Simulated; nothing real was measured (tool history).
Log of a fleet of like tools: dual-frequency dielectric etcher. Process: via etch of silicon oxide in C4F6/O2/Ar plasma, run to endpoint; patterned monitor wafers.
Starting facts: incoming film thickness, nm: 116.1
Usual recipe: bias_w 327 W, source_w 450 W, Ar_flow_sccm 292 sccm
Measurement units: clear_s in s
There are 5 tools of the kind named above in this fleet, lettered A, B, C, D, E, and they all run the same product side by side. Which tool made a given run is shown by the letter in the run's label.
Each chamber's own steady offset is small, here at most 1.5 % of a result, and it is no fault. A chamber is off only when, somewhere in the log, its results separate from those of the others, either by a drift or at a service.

run,hour,bias_w,source_w,Ar_flow_sccm,hours since the last wet clean,hours since the last bias power generator calibration,hours since the last source power generator calibration,hours since the last Ar flow controller change,clear_s
1A,6.5,327,450,292,238.7,3298.2,3630.7,5247.6,28.069
2B,9.9,327,450,292,194.7,1971,2450,1072,28.408
3C,15,327,450,292,172.7,1753.6,1660.9,901.4,28.262
4D,20.5,327,450,292,160.5,3386.8,2069.2,1842.7,28.258
5E,25.5,327,450,292,339.4,3128.9,3474.1,3625.4,28.949
6B,30.9,327,450,292,215.7,1992,2471,1093,28.489
7C,34.8,327,450,292,192.5,1773.4,1680.7,921.2,28.379
8E,40.2,327,450,292,354.1,3143.6,3488.8,3640.1,28.959
9D,44.4,327,450,292,184.4,3410.7,2093.1,1866.6,28.245
10A,51.6,327,450,292,283.8,3343.3,3675.8,5292.7,28.254
11E,59.4,327,450,292,373.3,3162.8,3508,3659.3,28.717
# hour 63.1: chamber E: wet clean of the chamber
12D,63.8,327,450,292,203.8,3430.1,2112.5,1886,28.505
13C,69,327,450,292,226.7,1807.6,1714.9,955.4,28.339
14B,75.5,327,450,292,260.3,2036.6,2515.6,1137.6,28.422
15A,81.2,327,450,292,313.4,3372.9,3705.4,5322.3,28.186
16D,85.8,327,450,292,225.8,3452.1,2134.5,1908,28.345
17E,93.3,327,450,292,30.2,3196.7,3541.9,3693.2,28.663
18B,98,327,450,292,282.8,2059.1,2538.1,1160.1,28.637
19C,102.8,377,450,292,260.5,1841.4,1748.7,989.2,26.757
20A,106.1,377,450,292,338.3,3397.8,3730.3,5347.2,26.94
21D,113.9,377,450,292,253.9,3480.2,2162.6,1936.1,26.965
22B,118.4,377,450,292,303.2,2079.5,2558.5,1180.5,27.166
23C,124.9,377,450,292,282.6,1863.5,1770.8,1011.3,27.148
24E,131.4,327,540,292,68.3,3234.8,3580,3731.3,27.074
25A,137.4,327,540,292,369.6,3429.1,3761.6,5378.5,26.549
26B,143,327,540,292,327.8,2104.1,2583.1,1205.1,26.822
27C,149.3,327,540,292,307,1887.9,1795.2,1035.7,26.468
28D,154.4,327,540,292,294.4,3520.7,2203.1,1976.6,26.388
29E,158.5,327,450,292,95.4,3261.9,3607.1,3758.4,28.516
30A,163.6,327,450,292,395.8,3455.3,3787.8,5404.7,27.927
31D,171.1,255,450,328,311.1,3537.4,2219.8,1993.3,30.98
32A,178,255,450,328,410.2,3469.7,3802.2,5419.1,31.374
33B,183.9,255,450,328,368.7,2145,2624,1246,31.524
34E,189.3,255,450,328,126.2,3292.7,3637.9,3789.2,31.804
35C,196.7,255,450,328,354.4,1935.3,1842.6,1083.1,31.234
36C,204,327,450,292,361.7,1942.6,1849.9,1090.4,28.239
# hour 206.5: chamber A: wet clean of the chamber
37D,209.2,397,450,224,349.2,3575.5,2257.9,2031.4,25.377
38A,212.8,397,450,224,6.3,3504.5,3837,5453.9,25.559

Each of the 5 chambers runs these same settings next. Fill in every chamber's results:
39A,218.4,327,450,244,,,,,?
39B,218.4,327,450,244,,,,,?
39C,218.4,327,450,244,,,,,?
39D,218.4,327,450,244,,,,,?
39E,218.4,327,450,244,,,,,?

run,clear_s
39A,27.593
39B,28.046
39C,27.807
39D,28.014
39E,28.34

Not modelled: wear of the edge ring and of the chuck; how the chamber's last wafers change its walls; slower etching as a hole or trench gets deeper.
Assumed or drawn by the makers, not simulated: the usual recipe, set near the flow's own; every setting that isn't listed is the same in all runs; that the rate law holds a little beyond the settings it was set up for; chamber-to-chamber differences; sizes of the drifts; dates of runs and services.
